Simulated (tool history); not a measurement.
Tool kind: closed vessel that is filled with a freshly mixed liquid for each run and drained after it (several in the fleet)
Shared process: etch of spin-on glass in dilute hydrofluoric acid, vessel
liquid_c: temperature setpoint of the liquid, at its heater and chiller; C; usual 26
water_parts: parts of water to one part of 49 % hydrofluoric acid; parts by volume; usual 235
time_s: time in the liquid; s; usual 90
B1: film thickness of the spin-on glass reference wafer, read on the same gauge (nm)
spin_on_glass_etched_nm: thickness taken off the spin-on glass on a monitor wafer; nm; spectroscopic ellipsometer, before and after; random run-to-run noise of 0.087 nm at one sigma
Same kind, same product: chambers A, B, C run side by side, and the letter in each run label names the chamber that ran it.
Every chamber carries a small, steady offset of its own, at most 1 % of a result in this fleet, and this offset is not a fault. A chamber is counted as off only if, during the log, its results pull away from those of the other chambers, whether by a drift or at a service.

{"hour": 1.9, "done": "chamber B: thermometer replaced"}
{"run": "1C", "hour": 6.5, "liquid_c": 26, "water_parts": 235, "time_s": 90, "B1": 149.98, "spin_on_glass_etched_nm": 9.3583}
{"run": "2A", "hour": 17.8, "liquid_c": 26, "water_parts": 235, "time_s": 90, "B1": 150.01, "spin_on_glass_etched_nm": 9.253}
{"run": "3B", "hour": 28.2, "liquid_c": 26, "water_parts": 235, "time_s": 90, "B1": 149.99, "spin_on_glass_etched_nm": 9.3552}
{"hour": 35.6, "done": "chamber A: hydrofluoric acid flow meter replaced"}
{"run": "4B", "hour": 39.1, "liquid_c": 26, "water_parts": 235, "time_s": 90, "B1": 149.98, "spin_on_glass_etched_nm": 9.477}
{"run": "5C", "hour": 46.6, "liquid_c": 26, "water_parts": 235, "time_s": 90, "B1": 149.99, "spin_on_glass_etched_nm": 9.2746}
{"run": "6A", "hour": 56.1, "liquid_c": 26, "water_parts": 235, "time_s": 90, "B1": 150, "spin_on_glass_etched_nm": 9.3917}
{"run": "7C", "hour": 63.7, "liquid_c": 26, "water_parts": 235, "time_s": 90, "B1": 150.01, "spin_on_glass_etched_nm": 9.2184}
{"run": "8A", "hour": 76.8, "liquid_c": 26, "water_parts": 235, "time_s": 90, "B1": 149.99, "spin_on_glass_etched_nm": 9.4192}
{"run": "9B", "hour": 86.3, "liquid_c": 26, "water_parts": 235, "time_s": 90, "B1": 150.01, "spin_on_glass_etched_nm": 9.5074}
{"run": "10A", "hour": 99.7, "liquid_c": 26, "water_parts": 235, "time_s": 90, "B1": 149.98, "spin_on_glass_etched_nm": 9.4756}
{"run": "11C", "hour": 107.5, "liquid_c": 26, "water_parts": 235, "time_s": 90, "B1": 149.99, "spin_on_glass_etched_nm": 9.0272}
{"run": "12B", "hour": 117.6, "liquid_c": 26, "water_parts": 235, "time_s": 90, "B1": 150, "spin_on_glass_etched_nm": 9.4663}
{"run": "13A", "hour": 125.5, "liquid_c": 26, "water_parts": 235, "time_s": 90, "B1": 149.99, "spin_on_glass_etched_nm": 9.4994}
{"run": "14C", "hour": 135.8, "liquid_c": 26, "water_parts": 235, "time_s": 90, "B1": 150.01, "spin_on_glass_etched_nm": 9.0234}
{"run": "15B", "hour": 142.3, "liquid_c": 26, "water_parts": 235, "time_s": 90, "B1": 150, "spin_on_glass_etched_nm": 9.4538}
{"run": "16C", "hour": 152.8, "liquid_c": 26, "water_parts": 235, "time_s": 90, "B1": 150, "spin_on_glass_etched_nm": 8.8858}
{"run": "17A", "hour": 159.0, "liquid_c": 26, "water_parts": 235, "time_s": 90, "B1": 149.98, "spin_on_glass_etched_nm": 9.3349}
{"run": "18B", "hour": 168.5, "liquid_c": 26, "water_parts": 235, "time_s": 90, "B1": 149.99, "spin_on_glass_etched_nm": 9.4519}
{"run": "19C", "hour": 178.0, "liquid_c": 26, "water_parts": 235, "time_s": 90, "B1": 149.99, "spin_on_glass_etched_nm": 8.7184}
{"run": "20A", "hour": 186.4, "liquid_c": 26, "water_parts": 235, "time_s": 90, "B1": 150.01, "spin_on_glass_etched_nm": 9.6096}
{"run": "21B", "hour": 195.9, "liquid_c": 29, "water_parts": 190, "time_s": 90, "B1": 150.01, "spin_on_glass_etched_nm": 13.51}
{"run": "22A", "hour": 208.7, "liquid_c": 29, "water_parts": 190, "time_s": 90, "B1": 150.01, "spin_on_glass_etched_nm": 13.602}
{"run": "23C", "hour": 216.2, "liquid_c": 29, "water_parts": 190, "time_s": 90, "B1": 150.01, "spin_on_glass_etched_nm": 12.454}
{"run": "24B", "hour": 226.5, "liquid_c": 24, "water_parts": 235, "time_s": 90, "B1": 149.99, "spin_on_glass_etched_nm": 8.8152}
{"run": "25C", "hour": 233.5, "liquid_c": 24, "water_parts": 235, "time_s": 90, "B1": 150.01, "spin_on_glass_etched_nm": 8.0482}
{"run": "26A", "hour": 245.8, "liquid_c": 24, "water_parts": 235, "time_s": 90, "B1": 150.02, "spin_on_glass_etched_nm": 8.6155}
{"run": "27B", "hour": 255.9, "liquid_c": 26, "water_parts": 235, "time_s": 75, "B1": 150.02, "spin_on_glass_etched_nm": 7.8823}
{"run": "28C", "hour": 267.7, "liquid_c": 26, "water_parts": 235, "time_s": 75, "B1": 150.01, "spin_on_glass_etched_nm": 6.9729}
{"run": "29B", "hour": 281.0, "liquid_c": 26, "water_parts": 235, "time_s": 75, "B1": 150.01, "spin_on_glass_etched_nm": 7.8731}
{"run": "30A", "hour": 291.1, "liquid_c": 26, "water_parts": 235, "time_s": 90, "B1": 150.02, "spin_on_glass_etched_nm": 9.554}
{"run": "31B", "hour": 298.6, "liquid_c": 24.5, "water_parts": 125, "time_s": 90, "B1": 150, "spin_on_glass_etched_nm": 19.002}
{"run": "32A", "hour": 310.1, "liquid_c": 24.5, "water_parts": 125, "time_s": 90, "B1": 149.99, "spin_on_glass_etched_nm": 18.704}
{"run": "33C", "hour": 319.1, "liquid_c": 24.5, "water_parts": 125, "time_s": 90, "B1": 150.01, "spin_on_glass_etched_nm": 16.802}

For the next run the whole fleet of 3 chambers uses the same settings. Give each chamber's results:
{"run": "34A", "hour": 329.1, "liquid_c": 26, "water_parts": 235, "time_s": 90, "spin_on_glass_etched_nm": "?"}
{"run": "34B", "hour": 329.1, "liquid_c": 26, "water_parts": 235, "time_s": 90, "spin_on_glass_etched_nm": "?"}
{"run": "34C", "hour": 329.1, "liquid_c": 26, "water_parts": 235, "time_s": 90, "spin_on_glass_etched_nm": "?"}

run=34A spin_on_glass_etched_nm=9.4607
run=34B spin_on_glass_etched_nm=9.5305
run=34C spin_on_glass_etched_nm=8.1906
